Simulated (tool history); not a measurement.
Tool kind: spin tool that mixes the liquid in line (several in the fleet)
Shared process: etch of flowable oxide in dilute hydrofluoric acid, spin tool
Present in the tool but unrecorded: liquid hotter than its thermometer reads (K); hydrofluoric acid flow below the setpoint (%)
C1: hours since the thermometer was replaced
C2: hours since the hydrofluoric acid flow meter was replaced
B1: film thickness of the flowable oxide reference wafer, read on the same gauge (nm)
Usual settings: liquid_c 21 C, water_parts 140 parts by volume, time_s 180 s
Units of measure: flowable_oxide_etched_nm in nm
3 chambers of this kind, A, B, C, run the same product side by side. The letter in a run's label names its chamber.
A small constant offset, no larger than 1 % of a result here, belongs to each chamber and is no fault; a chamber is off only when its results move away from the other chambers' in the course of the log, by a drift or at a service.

run 1B hour=5.0 | liquid_c=21 water_parts=140 time_s=180 | C1=1543.2 C2=325.5 | B1=149.98 | flowable_oxide_etched_nm=27.387
run 2C hour=8.0 | liquid_c=21 water_parts=140 time_s=180 | C1=934.2 C2=785.7 | B1=149.98 | flowable_oxide_etched_nm=27.333
run 3A hour=11.4 | liquid_c=21 water_parts=140 time_s=180 | C1=727.3 C2=150.8 | B1=150.00 | flowable_oxide_etched_nm=27.817
run 4B hour=16.1 | liquid_c=21 water_parts=140 time_s=180 | C1=1554.3 C2=336.6 | B1=149.99 | flowable_oxide_etched_nm=27.715
run 5C hour=20.1 | liquid_c=21 water_parts=140 time_s=180 | C1=946.3 C2=797.8 | B1=150.01 | flowable_oxide_etched_nm=27.295
run 6A hour=23.7 | liquid_c=21 water_parts=140 time_s=180 | C1=739.6 C2=163.1 | B1=149.97 | flowable_oxide_etched_nm=27.594
run 7B hour=29.3 | liquid_c=21 water_parts=140 time_s=180 | C1=1567.5 C2=349.8 | B1=150.00 | flowable_oxide_etched_nm=27.643
run 8C hour=33.0 | liquid_c=21 water_parts=140 time_s=105 | C1=959.2 C2=810.7 | B1=149.98 | flowable_oxide_etched_nm=15.901
run 9A hour=37.1 | liquid_c=21 water_parts=140 time_s=105 | C1=753.0 C2=176.5 | B1=150.02 | flowable_oxide_etched_nm=16.108
run 10C hour=43.2 | liquid_c=21 water_parts=140 time_s=105 | C1=969.4 C2=820.9 | B1=150.04 | flowable_oxide_etched_nm=15.937
-- hour=45.5 chamber A: thermometer replaced
run 11A hour=48.7 | liquid_c=21 water_parts=140 time_s=180 | C1=3.3 C2=188.1 | B1=150.04 | flowable_oxide_etched_nm=27.551
-- hour=49.4 chamber B: thermometer replaced
run 12B hour=53.0 | liquid_c=23 water_parts=140 time_s=180 | C1=3.7 C2=373.5 | B1=150.02 | flowable_oxide_etched_nm=29.711
run 13B hour=57.9 | liquid_c=23 water_parts=140 time_s=180 | C1=8.6 C2=378.4 | B1=150.01 | flowable_oxide_etched_nm=29.948
run 14C hour=63.0 | liquid_c=23 water_parts=140 time_s=180 | C1=989.2 C2=840.7 | B1=150.00 | flowable_oxide_etched_nm=29.474
run 15A hour=68.0 | liquid_c=21 water_parts=140 time_s=180 | C1=22.6 C2=207.4 | B1=150.00 | flowable_oxide_etched_nm=27.655
run 16A hour=72.5 | liquid_c=19 water_parts=115 time_s=180 | C1=27.1 C2=211.9 | B1=150.04 | flowable_oxide_etched_nm=31.762
run 17C hour=77.2 | liquid_c=19 water_parts=115 time_s=180 | C1=1003.4 C2=854.9 | B1=150.02 | flowable_oxide_etched_nm=31.380
run 18B hour=82.5 | liquid_c=19 water_parts=115 time_s=180 | C1=33.2 C2=403.0 | B1=149.99 | flowable_oxide_etched_nm=32.017
run 19A hour=87.8 | liquid_c=21 water_parts=140 time_s=180 | C1=42.4 C2=227.2 | B1=150.02 | flowable_oxide_etched_nm=27.786
run 20C hour=93.5 | liquid_c=21 water_parts=140 time_s=180 | C1=1019.7 C2=871.2 | B1=149.99 | flowable_oxide_etched_nm=27.254
run 21B hour=99.5 | liquid_c=21 water_parts=140 time_s=180 | C1=50.2 C2=420.0 | B1=149.98 | flowable_oxide_etched_nm=27.758
run 22A hour=104.2 | liquid_c=21 water_parts=80 time_s=180 | C1=58.8 C2=243.6 | B1=150.03 | flowable_oxide_etched_nm=51.764
run 23C hour=109.0 | liquid_c=21 water_parts=80 time_s=180 | C1=1035.2 C2=886.7 | B1=150.01 | flowable_oxide_etched_nm=50.679
run 24B hour=115.0 | liquid_c=21 water_parts=80 time_s=180 | C1=65.7 C2=435.5 | B1=150.05 | flowable_oxide_etched_nm=52.489
run 25B hour=119.7 | liquid_c=21 water_parts=140 time_s=180 | C1=70.4 C2=440.2 | B1=150.01 | flowable_oxide_etched_nm=27.500
run 26A hour=126.4 | liquid_c=21 water_parts=140 time_s=180 | C1=81.0 C2=265.8 | B1=150.00 | flowable_oxide_etched_nm=27.427
run 27C hour=133.1 | liquid_c=18 water_parts=115 time_s=180 | C1=1059.3 C2=910.8 | B1=150.00 | flowable_oxide_etched_nm=30.024
run 28A hour=139.6 | liquid_c=18 water_parts=115 time_s=180 | C1=94.2 C2=279.0 | B1=150.00 | flowable_oxide_etched_nm=30.524
run 29B hour=144.7 | liquid_c=18 water_parts=115 time_s=180 | C1=95.4 C2=465.2 | B1=150.02 | flowable_oxide_etched_nm=30.701
run 30C hour=150.5 | liquid_c=21 water_parts=140 time_s=180 | C1=1076.7 C2=928.2 | B1=150.00 | flowable_oxide_etched_nm=27.226
run 31C hour=153.7 | liquid_c=21 water_parts=140 time_s=180 | C1=1079.9 C2=931.4 | B1=149.97 | flowable_oxide_etched_nm=27.190
run 32B hour=158.6 | liquid_c=21 water_parts=170 time_s=180 | C1=109.3 C2=479.1 | B1=149.95 | flowable_oxide_etched_nm=21.916
run 33A hour=164.9 | liquid_c=21 water_parts=170 time_s=180 | C1=119.5 C2=304.3 | B1=150.01 | flowable_oxide_etched_nm=22.014
run 34B hour=171.1 | liquid_c=21 water_parts=170 time_s=180 | C1=121.8 C2=491.6 | B1=150.03 | flowable_oxide_etched_nm=22.105
run 35A hour=176.3 | liquid_c=21 water_parts=140 time_s=180 | C1=130.9 C2=315.7 | B1=150.01 | flowable_oxide_etched_nm=27.808
run 36C hour=181.4 | liquid_c=21 water_parts=140 time_s=180 | C1=1107.6 C2=959.1 | B1=149.99 | flowable_oxide_etched_nm=27.287

For the next run the whole fleet of 3 chambers uses the same settings. Give each chamber's results:
run 37A hour=186.3 | liquid_c=21 water_parts=140 time_s=180 | flowable_oxide_etched_nm=?
run 37B hour=186.3 | liquid_c=21 water_parts=140 time_s=180 | flowable_oxide_etched_nm=?
run 37C hour=186.3 | liquid_c=21 water_parts=140 time_s=180 | flowable_oxide_etched_nm=?

run=37A flowable_oxide_etched_nm=27.626
run=37B flowable_oxide_etched_nm=27.567
run=37C flowable_oxide_etched_nm=27.150
